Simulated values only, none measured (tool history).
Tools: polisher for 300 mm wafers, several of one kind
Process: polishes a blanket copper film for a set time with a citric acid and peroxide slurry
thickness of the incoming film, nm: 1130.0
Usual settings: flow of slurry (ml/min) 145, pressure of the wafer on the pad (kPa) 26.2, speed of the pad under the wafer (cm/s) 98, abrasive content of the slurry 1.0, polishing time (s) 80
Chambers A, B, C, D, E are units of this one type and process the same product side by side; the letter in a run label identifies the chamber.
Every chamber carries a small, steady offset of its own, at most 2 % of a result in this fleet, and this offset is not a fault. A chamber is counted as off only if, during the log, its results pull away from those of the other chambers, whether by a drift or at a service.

run   hour  flow of slurry (ml/min)  pressure of the wafer on the pad (kPa)  speed of the pad under the wafer (cm/s)  abrasive content of the slurry  polishing time (s)  film removed (angstrom)
 1E    8.9                      145                                    26.2                                       98                             1.0                  80                   2339.2
 2C   16.0                      145                                    26.2                                       98                             1.0                  80                   2365.1
      18.2  -- chamber E: worn pad replaced by a new one
 3D   24.3                      145                                    26.2                                       98                             1.0                  80                   2454.6
      28.2  -- chamber B: worn pad replaced by a new one
 4A   29.5                      145                                    26.2                                       98                             1.0                  80                   2411.0
      32.0  -- chamber D: slurry nozzle cleaned
      36.3  -- chamber C: worn pad replaced by a new one
 5B   38.8                      145                                    26.2                                       98                             1.0                  80                   2417.5
 6C   44.6                      145                                    26.2                                       98                             1.0                  80                   2390.5
 7D   50.7                      190                                    22.1                                       98                             1.0                  80                   2140.0
 8B   57.0                      190                                    22.1                                       98                             1.0                  80                   2154.4
 9E   63.5                      190                                    22.1                                       98                             1.0                  80                   2100.0
      64.6  -- chamber D: worn pad replaced by a new one
10A   69.5                      190                                    22.1                                       98                             1.0                  80                   2124.7
      70.3  -- chamber E: slurry nozzle cleaned
11C   75.2                      190                                    22.1                                       98                             1.0                  80                   2076.0
12E   80.2                      175                                    34.5                                       98                             1.0                  80                   3188.4
13D   87.2                      175                                    34.5                                       98                             1.0                  80                   3278.6
      88.1  -- chamber A: worn pad replaced by a new one
      94.6  -- chamber B: head pressure recalibrated
      95.8  -- chamber E: slurry blender recalibrated
14A   96.4                      175                                    34.5                                       98                             1.0                  80                   3246.1
      96.7  -- chamber E: worn pad replaced by a new one
      98.5  -- chamber A: head pressure recalibrated
15B  105.8                      175                                    34.5                                       98                             1.0                  80                   3249.2
     105.9  -- chamber C: worn pad replaced by a new one
16C  110.6                      175                                    34.5                                       98                             1.0                  80                   3219.9
17A  116.1                      145                                    26.2                                       98                             1.0                  80                   2590.9
     116.9  -- chamber D: head pressure recalibrated
18B  123.1                      145                                    26.2                                       98                             1.0                  80                   2431.6
19E  127.4                      145                                    26.2                                       98                             0.8                  80                   2258.0
     132.9  -- chamber A: slurry blender recalibrated
20D  135.5                      145                                    26.2                                       98                             0.8                  80                   2320.7
21D  142.2                      145                                    26.2                                       98                             0.8                  80                   2319.1
     143.9  -- chamber D: slurry blender recalibrated
22E  148.5                      145                                    26.2                                       98                             0.8                  80                   2255.4
     149.8  -- chamber D: worn pad replaced by a new one
     150.2  -- chamber B: worn pad replaced by a new one
23A  153.7                      145                                    26.2                                       98                             0.8                  80                   2445.1
     158.0  -- chamber E: worn pad replaced by a new one
24C  163.1                      145                                    26.2                                       98                             1.0                  80                   2356.7
25B  172.2                      145                                    26.2                                       98                             1.0                  80                   2378.7
     174.2  -- chamber C: worn pad replaced by a new one
26C  177.3                      145                                    26.2                                       98                             1.0                  80                   2377.3
27B  182.3                      145                                    26.2                                       98                             1.0                  80                   2427.1
     185.1  -- chamber A: worn pad replaced by a new one
28A  191.4                      145                                    26.2                                       98                             1.0                  80                   2595.0
29E  195.5                      145                                    26.2                                       98                             1.0                  80                   2389.5
30D  199.8                      145                                    26.2                                       98                             1.0                  80                   2430.3
31C  206.1                      145                                    26.2                                       98                             1.0                  80                   2356.6
32A  212.5                      145                                    26.2                                       98                             1.0                  80                   2572.0
33D  220.4                      145                                    26.2                                       98                             1.0                  80                   2432.5
     222.3  -- chamber E: worn pad replaced by a new one
34E  228.9                      145                                    26.2                                       98                             1.0                  80                   2390.2
     233.2  -- chamber C: worn pad replaced by a new one
35B  237.0                      145                                    26.2                                       98                             1.0                  80                   2437.8
36C  241.6                      145                                    20.7                                       98                             1.0                  80                   1874.7
37D  250.3                      145                                    20.7                                       98                             1.0                  80                   1950.9
     254.1  -- chamber D: worn pad replaced by a new one
     254.1  -- chamber D: slurry nozzle cleaned
38A  258.1                      145                                    20.7                                       98                             1.0                  80                   2055.5
     261.4  -- chamber C: slurry blender recalibrated
39E  266.0                      145                                    20.7                                       98                             1.0                  80                   1872.6
     275.1  -- chamber B: worn pad replaced by a new one
40B  275.1                      145                                    20.7                                       98                             1.0                  80                   1914.4
     281.2  -- chamber D: slurry blender recalibrated
     282.0  -- chamber A: worn pad replaced by a new one
41D  282.8                      145                                    26.2                                       98                             1.0                  80                   2461.3
     289.2  -- chamber A: slurry nozzle cleaned
42C  290.8                      145                                    26.2                                       98                             1.0                  80                   2360.8
     294.6  -- chamber A: slurry blender recalibrated
43A  296.5                      145                                    20.7                                      128                             1.0                  80                   2683.7

Which is it: a chamber that has drifted or been left off by a service, a gauge drift common to all chambers, or only each chamber's usual small offset? If a chamber is off, name it and its likeliest cause.

Chamber A has stood off from the others ever since a service on it.
Cause: head's pressure above its setpoint, % = 7.88.

Which of the 4 candidates below, each the usual settings with something changed and its results left as question marks, puts chamber A back in line with what the other chambers give on the usual settings?
Counts as in line when no further than this from what the other chambers average on the usual settings: film removed (angstrom) 65.0
44A-1  303.3                      145                                    26.9                                       98                             1.0                  81                        ?
44A-2  303.3                      145                                    25.5                                       98                             1.0                  80                        ?
44A-3  303.3                      145                                    24.1                                       98                             1.0                  80                        ?
44A-4  303.3                      145                                    26.2                                      106                             1.0                  80                        ?

What the other chambers average on the usual settings: film removed (angstrom) 2400.2
  run  film removed (angstrom)
44A-1                   2692.0
44A-2                   2525.4
44A-3                   2392.0
44A-4                   2802.6
44A-3 puts the chamber back in line with the other chambers.
